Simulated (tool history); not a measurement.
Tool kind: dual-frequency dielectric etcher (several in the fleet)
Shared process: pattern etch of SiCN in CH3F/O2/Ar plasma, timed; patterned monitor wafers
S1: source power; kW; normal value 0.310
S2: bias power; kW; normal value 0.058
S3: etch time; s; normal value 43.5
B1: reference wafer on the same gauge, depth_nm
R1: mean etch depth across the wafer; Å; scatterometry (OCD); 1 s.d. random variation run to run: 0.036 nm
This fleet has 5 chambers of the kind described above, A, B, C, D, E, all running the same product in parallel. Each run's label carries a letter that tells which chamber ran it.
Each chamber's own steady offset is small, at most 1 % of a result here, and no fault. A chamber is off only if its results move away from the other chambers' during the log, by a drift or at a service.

{"run": "1C", "day": 0.3, "S1": 0.31, "S2": 0.058, "S3": 43.5, "B1": 11.207, "R1": 138.61}
{"run": "2D", "day": 0.475, "S1": 0.31, "S2": 0.058, "S3": 43.5, "B1": 11.204, "R1": 136.41}
{"run": "3A", "day": 0.746, "S1": 0.31, "S2": 0.058, "S3": 43.5, "B1": 11.201, "R1": 137.77}
{"run": "4B", "day": 1.0, "S1": 0.31, "S2": 0.058, "S3": 43.5, "B1": 11.203, "R1": 135.71}
{"run": "5E", "day": 1.346, "S1": 0.31, "S2": 0.058, "S3": 43.5, "B1": 11.198, "R1": 136.11}
{"run": "6A", "day": 1.683, "S1": 0.31, "S2": 0.058, "S3": 43.5, "B1": 11.197, "R1": 137.19}
{"run": "7D", "day": 2.033, "S1": 0.31, "S2": 0.058, "S3": 43.5, "B1": 11.202, "R1": 137.07}
{"run": "8E", "day": 2.325, "S1": 0.31, "S2": 0.058, "S3": 43.5, "B1": 11.196, "R1": 136.06}
{"run": "9B", "day": 2.592, "S1": 0.31, "S2": 0.058, "S3": 43.5, "B1": 11.204, "R1": 136.42}
{"run": "10C", "day": 2.867, "S1": 0.31, "S2": 0.058, "S3": 43.5, "B1": 11.2, "R1": 137.9}
{"day": 2.896, "done": "chamber D: wet clean of the chamber"}
{"run": "11C", "day": 3.183, "S1": 0.31, "S2": 0.058, "S3": 43.5, "B1": 11.201, "R1": 138.96}
{"run": "12A", "day": 3.362, "S1": 0.23, "S2": 0.058, "S3": 32.5, "B1": 11.194, "R1": 91.968}
{"run": "13B", "day": 3.675, "S1": 0.23, "S2": 0.058, "S3": 32.5, "B1": 11.201, "R1": 91.225}
{"run": "14D", "day": 3.867, "S1": 0.23, "S2": 0.058, "S3": 32.5, "B1": 11.201, "R1": 91.485}
{"run": "15E", "day": 4.05, "S1": 0.23, "S2": 0.058, "S3": 32.5, "B1": 11.204, "R1": 91.129}
{"run": "16B", "day": 4.308, "S1": 0.23, "S2": 0.058, "S3": 32.5, "B1": 11.203, "R1": 90.716}
{"run": "17A", "day": 4.567, "S1": 0.31, "S2": 0.058, "S3": 43.5, "B1": 11.206, "R1": 137.58}
{"run": "18D", "day": 4.742, "S1": 0.31, "S2": 0.058, "S3": 43.5, "B1": 11.199, "R1": 137.14}
{"run": "19E", "day": 4.912, "S1": 0.31, "S2": 0.058, "S3": 43.5, "B1": 11.195, "R1": 135.94}
{"run": "20C", "day": 5.2, "S1": 0.31, "S2": 0.058, "S3": 43.5, "B1": 11.205, "R1": 138.44}
{"run": "21A", "day": 5.371, "S1": 0.31, "S2": 0.058, "S3": 43.5, "B1": 11.196, "R1": 137.01}
{"run": "22B", "day": 5.542, "S1": 0.31, "S2": 0.058, "S3": 43.5, "B1": 11.198, "R1": 134.74}
{"run": "23D", "day": 5.758, "S1": 0.31, "S2": 0.058, "S3": 43.5, "B1": 11.2, "R1": 136.3}
{"run": "24C", "day": 6.104, "S1": 0.31, "S2": 0.058, "S3": 43.5, "B1": 11.203, "R1": 138.05}
{"run": "25E", "day": 6.362, "S1": 0.31, "S2": 0.058, "S3": 43.5, "B1": 11.206, "R1": 136.64}
{"run": "26B", "day": 6.717, "S1": 0.31, "S2": 0.058, "S3": 43.5, "B1": 11.194, "R1": 133.96}
{"run": "27D", "day": 7.012, "S1": 0.31, "S2": 0.058, "S3": 43.5, "B1": 11.194, "R1": 137.28}
{"run": "28E", "day": 7.292, "S1": 0.31, "S2": 0.049, "S3": 43.5, "B1": 11.202, "R1": 128.49}
{"run": "29C", "day": 7.542, "S1": 0.31, "S2": 0.049, "S3": 43.5, "B1": 11.204, "R1": 130.75}
{"day": 7.562, "done": "chamber E: source power generator calibrated"}
{"run": "30A", "day": 7.796, "S1": 0.31, "S2": 0.049, "S3": 43.5, "B1": 11.195, "R1": 129.56}
{"run": "31A", "day": 8.0, "S1": 0.31, "S2": 0.049, "S3": 43.5, "B1": 11.202, "R1": 130.12}
{"run": "32E", "day": 8.271, "S1": 0.31, "S2": 0.049, "S3": 43.5, "B1": 11.187, "R1": 128.86}
{"run": "33C", "day": 8.454, "S1": 0.31, "S2": 0.058, "S3": 43.5, "B1": 11.207, "R1": 138.53}
{"run": "34B", "day": 8.767, "S1": 0.31, "S2": 0.058, "S3": 43.5, "B1": 11.192, "R1": 132.63}
{"run": "35D", "day": 9.067, "S1": 0.31, "S2": 0.058, "S3": 43.5, "B1": 11.199, "R1": 136.27}
{"run": "36A", "day": 9.421, "S1": 0.31, "S2": 0.058, "S3": 43.5, "B1": 11.198, "R1": 137.41}

Next, every chamber runs the same settings. What will each give?
{"run": "37A", "day": 9.683, "S1": 0.37, "S2": 0.058, "S3": 43.5, "R1": "?"}
{"run": "37B", "day": 9.683, "S1": 0.37, "S2": 0.058, "S3": 43.5, "R1": "?"}
{"run": "37C", "day": 9.683, "S1": 0.37, "S2": 0.058, "S3": 43.5, "R1": "?"}
{"run": "37D", "day": 9.683, "S1": 0.37, "S2": 0.058, "S3": 43.5, "R1": "?"}
{"run": "37E", "day": 9.683, "S1": 0.37, "S2": 0.058, "S3": 43.5, "R1": "?"}

run=37A R1=146.250
run=37B R1=139.670
run=37C R1=148.220
run=37D R1=146.000
run=37E R1=145.580
